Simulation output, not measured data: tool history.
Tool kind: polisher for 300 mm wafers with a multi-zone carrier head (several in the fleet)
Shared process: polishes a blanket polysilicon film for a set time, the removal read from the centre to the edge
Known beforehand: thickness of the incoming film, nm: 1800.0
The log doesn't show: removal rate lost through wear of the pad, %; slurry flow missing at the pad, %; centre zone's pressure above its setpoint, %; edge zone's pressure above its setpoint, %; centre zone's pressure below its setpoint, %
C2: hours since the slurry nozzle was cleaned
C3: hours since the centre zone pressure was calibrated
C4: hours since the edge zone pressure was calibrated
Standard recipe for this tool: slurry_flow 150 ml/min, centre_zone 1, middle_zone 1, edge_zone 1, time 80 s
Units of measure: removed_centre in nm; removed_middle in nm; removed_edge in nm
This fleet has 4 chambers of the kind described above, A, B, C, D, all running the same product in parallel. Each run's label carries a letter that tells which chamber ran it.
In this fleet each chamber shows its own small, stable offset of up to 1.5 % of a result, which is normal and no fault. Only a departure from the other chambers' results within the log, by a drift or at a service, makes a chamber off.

At hour 2.4: chamber B: worn pad replaced by a new one.
Run 1D, hour 5.7: usual settings; wafers polished on this pad 292; C2 332.6; C3 142.8; C4 55.8. Result: removed_centre 444.72 nm, removed_middle 428.36 nm, removed_edge 445.75 nm.
Run 2C, hour 13: usual settings; wafers polished on this pad 373; C2 285.9; C3 80.7; C4 567. Result: removed_centre 440.8 nm, removed_middle 434.41 nm, removed_edge 443.94 nm.
Run 3A, hour 20.7: usual settings; wafers polished on this pad 472; C2 374.1; C3 281.4; C4 220. Result: removed_centre 439.16 nm, removed_middle 444.8 nm, removed_edge 447.09 nm.
Run 4B, hour 26.3: usual settings; wafers polished on this pad 248; C2 301.5; C3 409.6; C4 141.8. Result: removed_centre 444.47 nm, removed_middle 437.67 nm, removed_edge 437.28 nm.
Run 5B, hour 33.1: usual settings; wafers polished on this pad 319; C2 308.3; C3 416.4; C4 148.6. Result: removed_centre 438.18 nm, removed_middle 436.58 nm, removed_edge 443.83 nm.
Run 6A, hour 36.6: usual settings; wafers polished on this pad 637; C2 390; C3 297.3; C4 235.9. Result: removed_centre 437.64 nm, removed_middle 443.54 nm, removed_edge 437.83 nm.
Run 7C, hour 43.4: usual settings; wafers polished on this pad 688; C2 316.3; C3 111.1; C4 597.4. Result: removed_centre 435.99 nm, removed_middle 436.26 nm, removed_edge 442.94 nm.
At hour 48.3: chamber D: worn pad replaced by a new one.
Run 8D, hour 50.9: usual settings but slurry_flow 125 ml/min; wafers polished on this pad 27; C2 377.8; C3 188; C4 101. Result: removed_centre 421.51 nm, removed_middle 420.99 nm, removed_edge 427.72 nm.
At hour 57.1: chamber C: worn pad replaced by a new one.
Run 9B, hour 58.5: usual settings but slurry_flow 125 ml/min; wafers polished on this pad 582; C2 333.7; C3 441.8; C4 174. Result: removed_centre 422.83 nm, removed_middle 424 nm, removed_edge 425.71 nm.
Run 10A, hour 64.2: usual settings but slurry_flow 125 ml/min; wafers polished on this pad 923; C2 417.6; C3 324.9; C4 263.5. Result: removed_centre 420.34 nm, removed_middle 425.89 nm, removed_edge 424.82 nm.
Run 11C, hour 69.6: usual settings but slurry_flow 125 ml/min; wafers polished on this pad 129; C2 342.5; C3 137.3; C4 623.6. Result: removed_centre 421.53 nm, removed_middle 427.25 nm, removed_edge 426.8 nm.
Run 12D, hour 76.6: usual settings; wafers polished on this pad 293; C2 403.5; C3 213.7; C4 126.7. Result: removed_centre 437.71 nm, removed_middle 441.55 nm, removed_edge 443.06 nm.
Run 13A, hour 81.7: usual settings; wafers polished on this pad 1105; C2 435.1; C3 342.4; C4 281. Result: removed_centre 436.12 nm, removed_middle 435.63 nm, removed_edge 421.08 nm.
Run 14C, hour 87.6: usual settings; wafers polished on this pad 316; C2 360.5; C3 155.3; C4 641.6. Result: removed_centre 436.82 nm, removed_middle 447.83 nm, removed_edge 446.55 nm.
At hour 89.9: chamber B: worn pad replaced by a new one.
Run 15B, hour 94.9: usual settings but centre_zone 1.11, middle_zone 0.95; wafers polished on this pad 52; C2 370.1; C3 478.2; C4 210.4. Result: removed_centre 486.95 nm, removed_middle 421.46 nm, removed_edge 440.89 nm.
Run 16D, hour 100.2: usual settings but centre_zone 1.11, middle_zone 0.95; wafers polished on this pad 538; C2 427.1; C3 237.3; C4 150.3. Result: removed_centre 497.42 nm, removed_middle 410.99 nm, removed_edge 440.37 nm.
Run 17D, hour 106.2: usual settings but centre_zone 1.11, middle_zone 0.95; wafers polished on this pad 600; C2 433.1; C3 243.3; C4 156.3. Result: removed_centre 487.07 nm, removed_middle 414.01 nm, removed_edge 445.72 nm.
Run 18B, hour 111.6: usual settings but centre_zone 1.11, middle_zone 0.95; wafers polished on this pad 226; C2 386.8; C3 494.9; C4 227.1. Result: removed_centre 492.29 nm, removed_middle 416.31 nm, removed_edge 431.55 nm.
At hour 112: chamber D: worn pad replaced by a new one.
At hour 113.3: chamber B: slurry nozzle cleaned.
Run 19A, hour 116.2: usual settings; wafers polished on this pad 1463; C2 469.6; C3 376.9; C4 315.5. Result: removed_centre 428.17 nm, removed_middle 431.29 nm, removed_edge 430.74 nm.
Run 20C, hour 120.7: usual settings; wafers polished on this pad 659; C2 393.6; C3 188.4; C4 674.7. Result: removed_centre 433.95 nm, removed_middle 442.46 nm, removed_edge 451.87 nm.
Run 21A, hour 126.6: usual settings; wafers polished on this pad 1571; C2 480; C3 387.3; C4 325.9. Result: removed_centre 430.06 nm, removed_middle 420.81 nm, removed_edge 424.76 nm.
Run 22C, hour 131.1: usual settings; wafers polished on this pad 767; C2 404; C3 198.8; C4 685.1. Result: removed_centre 439.06 nm, removed_middle 443.84 nm, removed_edge 440.06 nm.
Run 23B, hour 137.3: usual settings; wafers polished on this pad 492; C2 24.1; C3 520.6; C4 252.8. Result: removed_centre 446.49 nm, removed_middle 428.79 nm, removed_edge 441.56 nm.
At hour 138.3: chamber C: worn pad replaced by a new one.
Run 24D, hour 145.5: usual settings; wafers polished on this pad 348; C2 472.4; C3 282.6; C4 195.6. Result: removed_centre 438.07 nm, removed_middle 434.56 nm, removed_edge 438.2 nm.
Run 25D, hour 150.3: usual settings; wafers polished on this pad 398; C2 477.2; C3 287.4; C4 200.4. Result: removed_centre 442.3 nm, removed_middle 434.31 nm, removed_edge 439.14 nm.
Run 26B, hour 157.1: usual settings; wafers polished on this pad 698; C2 43.9; C3 540.4; C4 272.6. Result: removed_centre 443.27 nm, removed_middle 441.26 nm, removed_edge 446.23 nm.
At hour 160.9: chamber A: edge zone pressure recalibrated.
Run 27A, hour 161: usual settings; wafers polished on this pad 1927; C2 514.4; C3 421.7; C4 0.1. Result: removed_centre 412.64 nm, removed_middle 421.83 nm, removed_edge 421.22 nm.
Run 28C, hour 167.2: usual settings; wafers polished on this pad 299; C2 440.1; C3 234.9; C4 721.2. Result: removed_centre 435.17 nm, removed_middle 439.37 nm, removed_edge 441.59 nm.
Run 29D, hour 173.7: usual settings; wafers polished on this pad 641; C2 500.6; C3 310.8; C4 223.8. Result: removed_centre 436.15 nm, removed_middle 426.67 nm, removed_edge 439.63 nm.
At hour 177.4: chamber B: worn pad replaced by a new one.
Run 30C, hour 178.5: usual settings; wafers polished on this pad 417; C2 451.4; C3 246.2; C4 732.5. Result: removed_centre 439.25 nm, removed_middle 431.7 nm, removed_edge 450.12 nm.
At hour 181.3: chamber D: worn pad replaced by a new one.
Run 31A, hour 183.3: usual settings but centre_zone 0.92; wafers polished on this pad 2159; C2 536.7; C3 444; C4 22.4. Result: removed_centre 380.8 nm, removed_middle 411.41 nm, removed_edge 412.43 nm.
Run 32B, hour 188: usual settings but centre_zone 0.92; wafers polished on this pad 110; C2 74.8; C3 571.3; C4 303.5. Result: removed_centre 401.28 nm, removed_middle 435.8 nm, removed_edge 444.21 nm.
Run 33B, hour 191.8: usual settings but centre_zone 0.92; wafers polished on this pad 149; C2 78.6; C3 575.1; C4 307.3. Result: removed_centre 405.06 nm, removed_middle 441.25 nm, removed_edge 446 nm.
Run 34A, hour 196.7: usual settings but centre_zone 0.92; wafers polished on this pad 2298; C2 550.1; C3 457.4; C4 35.8. Result: removed_centre 376.96 nm, removed_middle 421.05 nm, removed_edge 414.17 nm.
Run 35C, hour 200.6: usual settings; wafers polished on this pad 646; C2 473.5; C3 268.3; C4 754.6. Result: removed_centre 440.2 nm, removed_middle 446.77 nm, removed_edge 445.59 nm.
Run 36D, hour 208.1: usual settings; wafers polished on this pad 278; C2 535; C3 345.2; C4 258.2. Result: removed_centre 438.38 nm, removed_middle 437.25 nm, removed_edge 443.95 nm.
At hour 210.5: chamber C: worn pad replaced by a new one.
Run 37D, hour 212: usual settings; wafers polished on this pad 319; C2 538.9; C3 349.1; C4 262.1. Result: removed_centre 437.07 nm, removed_middle 433.7 nm, removed_edge 449.58 nm.
Run 38A, hour 216.9: usual settings; wafers polished on this pad 2507; C2 570.3; C3 477.6; C4 56. Result: removed_centre 411.09 nm, removed_middle 421.09 nm, removed_edge 412.73 nm.
Run 39C, hour 223.1: usual settings but centre_zone 0.9, time 60 s; wafers polished on this pad 131; C2 496; C3 290.8; C4 777.1. Result: removed_centre 294.48 nm, removed_middle 330.92 nm, removed_edge 332.07 nm.
Run 40B, hour 226.7: usual settings but centre_zone 0.9, time 60 s; wafers polished on this pad 511; C2 113.5; C3 610; C4 342.2. Result: removed_centre 295.48 nm, removed_middle 331.63 nm, removed_edge 325.21 nm.

Next, every chamber runs the same settings. What will each give?
Run 41A, hour 232.6: usual settings. Result: removed_centre ?, removed_middle ?, removed_edge ?.
Run 41B, hour 232.6: usual settings. Result: removed_centre ?, removed_middle ?, removed_edge ?.
Run 41C, hour 232.6: usual settings. Result: removed_centre ?, removed_middle ?, removed_edge ?.
Run 41D, hour 232.6: usual settings. Result: removed_centre ?, removed_middle ?, removed_edge ?.

run  removed_centre  removed_middle  removed_edge
41A          408.53           402.8        412.74
41B          445.45          433.44        439.02
41C          441.09          432.13         448.2
41D           442.3           442.1         448.2

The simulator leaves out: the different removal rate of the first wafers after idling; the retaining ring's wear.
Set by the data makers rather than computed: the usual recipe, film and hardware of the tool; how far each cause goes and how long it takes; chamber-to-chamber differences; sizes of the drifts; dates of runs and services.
